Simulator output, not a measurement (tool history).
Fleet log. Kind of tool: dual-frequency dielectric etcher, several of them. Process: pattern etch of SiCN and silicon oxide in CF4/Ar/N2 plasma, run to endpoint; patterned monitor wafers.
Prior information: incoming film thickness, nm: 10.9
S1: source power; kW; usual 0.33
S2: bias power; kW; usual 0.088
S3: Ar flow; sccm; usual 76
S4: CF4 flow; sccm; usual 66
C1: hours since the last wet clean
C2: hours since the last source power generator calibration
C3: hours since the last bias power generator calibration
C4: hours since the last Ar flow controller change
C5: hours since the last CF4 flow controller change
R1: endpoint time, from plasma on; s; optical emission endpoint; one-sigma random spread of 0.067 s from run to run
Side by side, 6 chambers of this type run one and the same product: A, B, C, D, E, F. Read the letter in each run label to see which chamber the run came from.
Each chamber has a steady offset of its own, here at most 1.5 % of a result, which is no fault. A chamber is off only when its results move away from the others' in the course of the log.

run   hour    S1     S2  S3  S4     C1      C2      C3      C4      C5      R1
 1A     13  0.33  0.088  76  66  524.9    1613     469   474.2  1956.6  15.144
      23.5  -- chamber C: bias power generator calibrated
 2D     25  0.33  0.088  76  66  361.5   150.1   359.4   171.9  3643.6  15.019
      36.1  -- chamber C: wet clean of the chamber
 3C   37.1  0.33  0.088  76  66      1  1169.6    13.7   974.6  5441.8  15.134
      44.5  -- chamber B: Ar flow controller replaced
 4F     46  0.33  0.088  76  66  154.8   264.1     172  3512.7    4742  14.986
 5E   57.5   0.3  0.088  85  66  391.2   648.7  3213.1  3957.3  1311.4  16.573
 6B   64.6   0.3  0.088  85  66  150.3  1903.5  4115.3    20.1    1448  16.937
      71.6  -- chamber A: wet clean of the chamber
 7B   78.2   0.3  0.088  85  66  163.9  1917.1  4128.9    33.7  1461.6  16.757
      83.1  -- chamber D: wet clean of the chamber
 8A   93.2   0.3  0.088  85  66   21.6  1693.2   549.2   554.4  2036.8  16.641
 9C  105.1   0.3  0.088  85  66     69  1237.6    81.7  1042.6  5509.8  16.784
10D  120.3   0.3  0.088  85  66   37.3   245.4   454.7   267.2  3738.9  16.549
11F  133.6  0.33  0.088  76  66  242.4   351.7   259.6  3600.3  4829.6  14.959
12E  149.4  0.33  0.088  76  66  483.1   740.6    3305  4049.2  1403.3  15.022
13E  162.2  0.33  0.088  76  66  495.9   753.4  3317.8    4062  1416.1  15.025
14F    172  0.33  0.088  76  52  280.8   390.1     298  3638.7    4868  15.409
15C  182.6  0.33  0.088  76  52  146.5  1315.1   159.2  1120.1  5587.3  15.646
16A  198.4  0.33  0.088  76  52  126.8  1798.4   654.4   659.6    2142  15.581
17B  207.6  0.33  0.088  76  52  293.3  2046.5  4258.3   163.1    1591  15.726
18D  220.2  0.33  0.088  76  52  137.2   345.3   554.6   367.1  3838.8  15.458
19E    228  0.33  0.088  76  52  561.7   819.2  3383.6  4127.8  1481.9  15.437
20F  239.5  0.33  0.088  76  66  348.3   457.6   365.5  3706.2  4935.5  14.912
21D  253.4  0.38  0.088  76  66  170.4   378.5   587.8   400.3    3872  13.193
22C  261.2  0.38  0.088  76  66  225.1  1393.7   237.8  1198.7  5665.9  13.397
23B  277.4  0.38  0.088  76  66  363.1  2116.3  4328.1   232.9  1660.8  13.462
24A  286.8  0.38  0.088  76  66  215.2  1886.8   742.8     748  2230.4  13.351
25E  299.8  0.38  0.088  76  66  633.5     891  3455.4  4199.6  1553.7   13.25
     310.9  -- chamber E: wet clean of the chamber
26A  310.9  0.38  0.088  76  66  239.3  1910.9   766.9   772.1  2254.5  13.273
27C  323.9  0.33  0.088  76  66  287.8  1456.4   300.5  1261.4  5728.6  15.199
     324.4  -- chamber B: wet clean of the chamber
28D  337.6  0.33  0.088  76  66  254.6   462.7     672   484.5  3956.2  14.946
29F    351  0.33  0.088  76  66  459.8   569.1     477  3817.7    5047  14.886
30B  359.9  0.33  0.088  76  66   35.6  2198.8  4410.6   315.4  1743.3  14.534
31A  371.2  0.27  0.088  76  66  299.6  1971.2   827.2   832.4  2314.8  18.124
32E  384.7  0.27  0.088  76  66   73.8   975.9  3540.3  4284.5  1638.6  17.836
33B  392.4  0.27  0.088  76  66   68.1  2231.3  4443.1   347.9  1775.8  17.445
34F    401  0.27  0.088  76  66  509.8   619.1     527  3867.7    5097  17.815
35C  414.8  0.27  0.088  76  66  378.7  1547.3   391.4  1352.3  5819.5  18.022
36D  429.8  0.27  0.088  76  66  346.8   554.9   764.2   576.7  4048.4  17.912
37E  441.4  0.33  0.088  76  66  130.5  1032.6    3597  4341.2  1695.3  15.063
     441.5  -- chamber F: wet clean of the chamber
38F  451.2  0.33  0.088  76  66    9.7   669.3   577.2  3917.9  5147.2   14.94
39A    461  0.25  0.067  76  66  389.4    2061     917   922.2  2404.6  21.307
40B  471.2  0.25  0.067  76  66  146.9  2310.1  4521.9   426.7  1854.6  20.361
       477  -- chamber C: wet clean of the chamber
     478.2  -- chamber C: CF4 flow controller replaced
41C  482.1  0.25  0.067  76  66    5.1  1614.6   458.7  1419.6       4  21.037
42D  492.1  0.25  0.067  76  66  409.1   617.2   826.5     639  4110.7  21.054
43E  506.9  0.25  0.067  76  66    196  1098.1  3662.5  4406.7  1760.8  20.854

Each of the 6 chambers runs these same settings next. Fill in every chamber's results:
44A  518.6  0.33  0.088  76  81                       ?
44B  518.6  0.33  0.088  76  81                       ?
44C  518.6  0.33  0.088  76  81                       ?
44D  518.6  0.33  0.088  76  81                       ?
44E  518.6  0.33  0.088  76  81                       ?
44F  518.6  0.33  0.088  76  81                       ?

run      R1
44A  14.683
44B  14.214
44C  14.699
44D  14.725
44E  14.688
44F  14.516

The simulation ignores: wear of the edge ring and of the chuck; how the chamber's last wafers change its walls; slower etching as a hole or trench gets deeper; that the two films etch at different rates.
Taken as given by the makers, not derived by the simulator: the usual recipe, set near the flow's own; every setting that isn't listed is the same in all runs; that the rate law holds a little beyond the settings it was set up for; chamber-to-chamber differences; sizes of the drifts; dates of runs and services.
